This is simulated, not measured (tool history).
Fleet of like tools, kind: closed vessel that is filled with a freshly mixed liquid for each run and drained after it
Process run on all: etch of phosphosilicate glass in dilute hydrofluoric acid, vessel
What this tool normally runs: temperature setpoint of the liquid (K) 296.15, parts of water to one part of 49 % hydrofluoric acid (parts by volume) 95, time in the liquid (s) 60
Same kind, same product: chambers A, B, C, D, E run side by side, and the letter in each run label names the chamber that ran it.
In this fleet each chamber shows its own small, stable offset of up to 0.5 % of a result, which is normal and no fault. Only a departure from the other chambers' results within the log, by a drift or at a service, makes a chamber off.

run   hour  temperature setpoint of the liquid (K)  parts of water to one part of 49 % hydrofluoric acid (parts by volume)  time in the liquid (s)  hours since the thermometer was replaced  hours since the hydrofluoric acid flow meter was replaced  read-back film thickness of the phosphosilicate glass reference wafer, read on the same gauge (nm)  thickness taken off the phosphosilicate glass on a monitor wafer (Å)
 1D    6.0                                  296.15                                                                      95                      60                                     624.6                                                      592.3                                                                                              39.991                                                                694.55
       6.9  -- chamber B: hydrofluoric acid flow meter replaced
       9.2  -- chamber C: hydrofluoric acid flow meter replaced
 2C   10.3                                  296.15                                                                      95                      60                                     549.0                                                        1.1                                                                                              40.018                                                                697.79
 3B   15.7                                  296.15                                                                      95                      60                                     964.6                                                        8.9                                                                                              39.991                                                                700.46
 4A   21.9                                  296.15                                                                      95                      60                                    1649.7                                                      775.4                                                                                              40.010                                                                687.19
 5E   25.0                                  296.15                                                                      95                      60                                    1699.7                                                      207.6                                                                                              39.992                                                                696.43
 6C   31.4                                  296.15                                                                      95                      60                                     570.1                                                       22.2                                                                                              40.008                                                                697.61
 7E   34.8                                  296.15                                                                      95                      60                                    1709.5                                                      217.4                                                                                              40.029                                                                698.23
 8B   40.3                                  296.15                                                                      95                      60                                     989.2                                                       33.5                                                                                              39.992                                                                697.92
 9A   44.6                                  296.15                                                                      95                      60                                    1672.4                                                      798.1                                                                                              39.968                                                                701.00
10D   48.1                                  296.15                                                                      95                      60                                     666.7                                                      634.4                                                                                              39.977                                                                698.80
11C   51.5                                  296.15                                                                      95                      60                                     590.2                                                       42.3                                                                                              39.995                                                                698.56
12E   57.8                                  296.15                                                                      95                      60                                    1732.5                                                      240.4                                                                                              39.989                                                                701.46
13B   61.4                                  296.15                                                                      95                      60                                    1010.3                                                       54.6                                                                                              39.987                                                                702.31
14A   67.0                                  291.65                                                                      95                      60                                    1694.8                                                      820.5                                                                                              39.959                                                                582.34
15D   72.3                                  291.65                                                                      95                      60                                     690.9                                                      658.6                                                                                              39.959                                                                572.96
16E   76.7                                  291.65                                                                      95                      60                                    1751.4                                                      259.3                                                                                              39.976                                                                576.60
17D   82.8                                  291.65                                                                      95                      60                                     701.4                                                      669.1                                                                                              39.996                                                                577.63
18B   89.3                                  291.65                                                                      95                      60                                    1038.2                                                       82.5                                                                                              40.018                                                                584.27
19C   95.1                                  296.15                                                                      95                      60                                     633.8                                                       85.9                                                                                              39.945                                                                698.94
20A  100.1                                  296.15                                                                      95                      60                                    1727.9                                                      853.6                                                                                              39.994                                                                700.25
21C  104.0                                  296.15                                                                      95                      60                                     642.7                                                       94.8                                                                                              39.986                                                                695.69
22E  109.3                                  296.15                                                                      95                      60                                    1784.0                                                      291.9                                                                                              40.016                                                                686.34
     112.4  -- chamber E: thermometer replaced
23A  115.5                                  296.15                                                                      95                      60                                    1743.3                                                      869.0                                                                                              40.056                                                                701.30
24D  120.5                                  296.15                                                                      95                      60                                     739.1                                                      706.8                                                                                              40.009                                                                695.30
     122.5  -- chamber A: hydrofluoric acid flow meter replaced
25B  123.8                                  296.15                                                                      95                      60                                    1072.7                                                      117.0                                                                                              39.951                                                                692.70
26E  127.4                                  296.15                                                                      95                      60                                      15.0                                                      310.0                                                                                              40.010                                                                698.18
27D  131.8                                  296.15                                                                      50                      60                                     750.4                                                      718.1                                                                                              40.010                                                               1400.50
28C  135.2                                  296.15                                                                      50                      60                                     673.9                                                      126.0                                                                                              39.964                                                               1415.10
29B  139.4                                  296.15                                                                      50                      60                                    1088.3                                                      132.6                                                                                              40.010                                                               1395.90
30A  142.8                                  296.15                                                                      50                      60                                    1770.6                                                       20.4                                                                                              40.015                                                               1404.20
31E  148.9                                  296.15                                                                      50                      60                                      36.5                                                      331.5                                                                                              40.005                                                               1415.70
32D  154.2                                  296.15                                                                      95                      60                                     772.8                                                      740.5                                                                                              40.032                                                                691.94

All chambers now run identical settings, listed one chamber a line with results as question marks. What results will each chamber show?
33A  159.1                                  296.15                                                                      95                      90                                                                                                                                                                                                                                                                              ?
33B  159.1                                  296.15                                                                      95                      90                                                                                                                                                                                                                                                                              ?
33C  159.1                                  296.15                                                                      95                      90                                                                                                                                                                                                                                                                              ?
33D  159.1                                  296.15                                                                      95                      90                                                                                                                                                                                                                                                                              ?
33E  159.1                                  296.15                                                                      95                      90                                                                                                                                                                                                                                                                              ?

run  thickness taken off the phosphosilicate glass on a monitor wafer (Å)
33A                                                               1054.10
33B                                                               1050.40
33C                                                               1043.00
33D                                                               1040.90
33E                                                               1043.60
